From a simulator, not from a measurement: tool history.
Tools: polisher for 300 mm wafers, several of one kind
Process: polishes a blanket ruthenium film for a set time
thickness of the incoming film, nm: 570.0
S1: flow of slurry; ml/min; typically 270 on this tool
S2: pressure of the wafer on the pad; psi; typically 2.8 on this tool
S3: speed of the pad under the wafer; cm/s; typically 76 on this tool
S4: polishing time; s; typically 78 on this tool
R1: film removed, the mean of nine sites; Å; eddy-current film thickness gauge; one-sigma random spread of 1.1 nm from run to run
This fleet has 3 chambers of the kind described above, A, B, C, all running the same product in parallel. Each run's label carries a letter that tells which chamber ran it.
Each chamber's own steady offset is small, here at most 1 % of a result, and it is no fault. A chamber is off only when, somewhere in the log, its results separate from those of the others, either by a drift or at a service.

| run | hour | S1 | S2 | S3 | S4 | R1 |
|---|---|---|---|---|---|---|
|  | 3.4 | chamber B: head pressure recalibrated |
| 1C | 7 | 270 | 2.8 | 76 | 78 | 909.76 |
|  | 11.6 | chamber C: worn pad replaced by a new one |
| 2B | 18.1 | 270 | 2.8 | 76 | 78 | 898.65 |
|  | 24.7 | chamber A: worn pad replaced by a new one |
| 3A | 33.1 | 270 | 2.8 | 76 | 78 | 899.4 |
| 4B | 43 | 270 | 2.8 | 76 | 78 | 885.41 |
|  | 51 | chamber B: worn pad replaced by a new one |
| 5C | 58 | 270 | 2.8 | 76 | 94 | 1094.4 |
| 6A | 69.5 | 270 | 2.8 | 76 | 94 | 1089 |
|  | 75.5 | chamber A: slurry nozzle cleaned |
| 7A | 79.3 | 270 | 2.8 | 76 | 94 | 1113.9 |
| 8C | 88.5 | 270 | 2.8 | 76 | 99 | 1159.2 |
|  | 88.6 | chamber A: worn pad replaced by a new one |
| 9B | 99.3 | 270 | 2.8 | 76 | 99 | 1155.3 |
|  | 100.8 | chamber C: worn pad replaced by a new one |
| 10B | 111.9 | 270 | 2.8 | 76 | 99 | 1172.1 |
| 11C | 125.8 | 270 | 2.8 | 76 | 78 | 906.04 |
| 12A | 140.8 | 270 | 2.8 | 76 | 78 | 895.13 |
| 13B | 149.7 | 270 | 2.8 | 76 | 78 | 908.72 |
|  | 154.2 | chamber A: worn pad replaced by a new one |
|  | 155 | chamber B: worn pad replaced by a new one |
| 14C | 158.2 | 270 | 2.8 | 76 | 78 | 910.6 |
| 15A | 169.3 | 270 | 2.8 | 76 | 78 | 892.28 |
| 16B | 176 | 270 | 2.8 | 76 | 78 | 900.28 |
|  | 179.5 | chamber B: slurry nozzle cleaned |
|  | 188.9 | chamber C: worn pad replaced by a new one |
| 17C | 189.7 | 300 | 2.8 | 76 | 78 | 882.16 |
| 18A | 203 | 300 | 2.8 | 76 | 78 | 884.73 |
|  | 215 | chamber A: worn pad replaced by a new one |
|  | 217.2 | chamber C: slurry nozzle cleaned |
| 19C | 217.4 | 300 | 2.8 | 76 | 78 | 921.84 |
| 20A | 232.3 | 270 | 2.8 | 76 | 78 | 847.74 |
| 21B | 241.2 | 270 | 2.8 | 76 | 78 | 888.98 |
| 22B | 253.4 | 270 | 2.8 | 76 | 78 | 905.03 |
| 23C | 268.2 | 270 | 2.8 | 76 | 78 | 890.25 |
|  | 271.8 | chamber C: worn pad replaced by a new one |
|  | 275.8 | chamber B: worn pad replaced by a new one |
| 24A | 279.8 | 270 | 2.8 | 76 | 78 | 826.33 |
|  | 286.3 | chamber A: worn pad replaced by a new one |
| 25C | 286.6 | 270 | 2.8 | 76 | 78 | 906.1 |
| 26B | 294.6 | 270 | 2.8 | 76 | 78 | 901.55 |
| 27A | 304.7 | 270 | 2.8 | 76 | 78 | 821.24 |
| 28B | 319.7 | 270 | 2.8 | 76 | 78 | 915.61 |

Has any chamber moved away from the others, gradually or after a service, or does the common gauge drift, or do the chambers differ only by their own small steady offsets? State the chamber and the most likely cause if one applies.

Little by little, chamber A moves away from the other chambers.
Cause: head's pressure below its setpoint, % = 8.95.

Which of the 4 candidates below, each the usual settings with something changed and its results left as question marks, puts chamber A back in line with what the other chambers give on the usual settings?
Counts as in line when no further than this from what the other chambers average on the usual settings: R1 37 Å
| 29A-1 | 330.5 | 270 | 2.8 | 68 | 78 | ? |
| 29A-2 | 330.5 | 270 | 2.9 | 80 | 78 | ? |
| 29A-3 | 330.5 | 270 | 2.8 | 76 | 77 | ? |
| 29A-4 | 330.5 | 270 | 2.8 | 76 | 79 | ? |

Other chambers, usual settings, mean: R1 903.54 Å
| run | R1 |
|---|---|
| 29A-1 | 742.42 |
| 29A-2 | 905.34 |
| 29A-3 | 819.28 |
| 29A-4 | 840.56 |
29A-2 is the one that brings the chamber's results back in line with the other chambers.

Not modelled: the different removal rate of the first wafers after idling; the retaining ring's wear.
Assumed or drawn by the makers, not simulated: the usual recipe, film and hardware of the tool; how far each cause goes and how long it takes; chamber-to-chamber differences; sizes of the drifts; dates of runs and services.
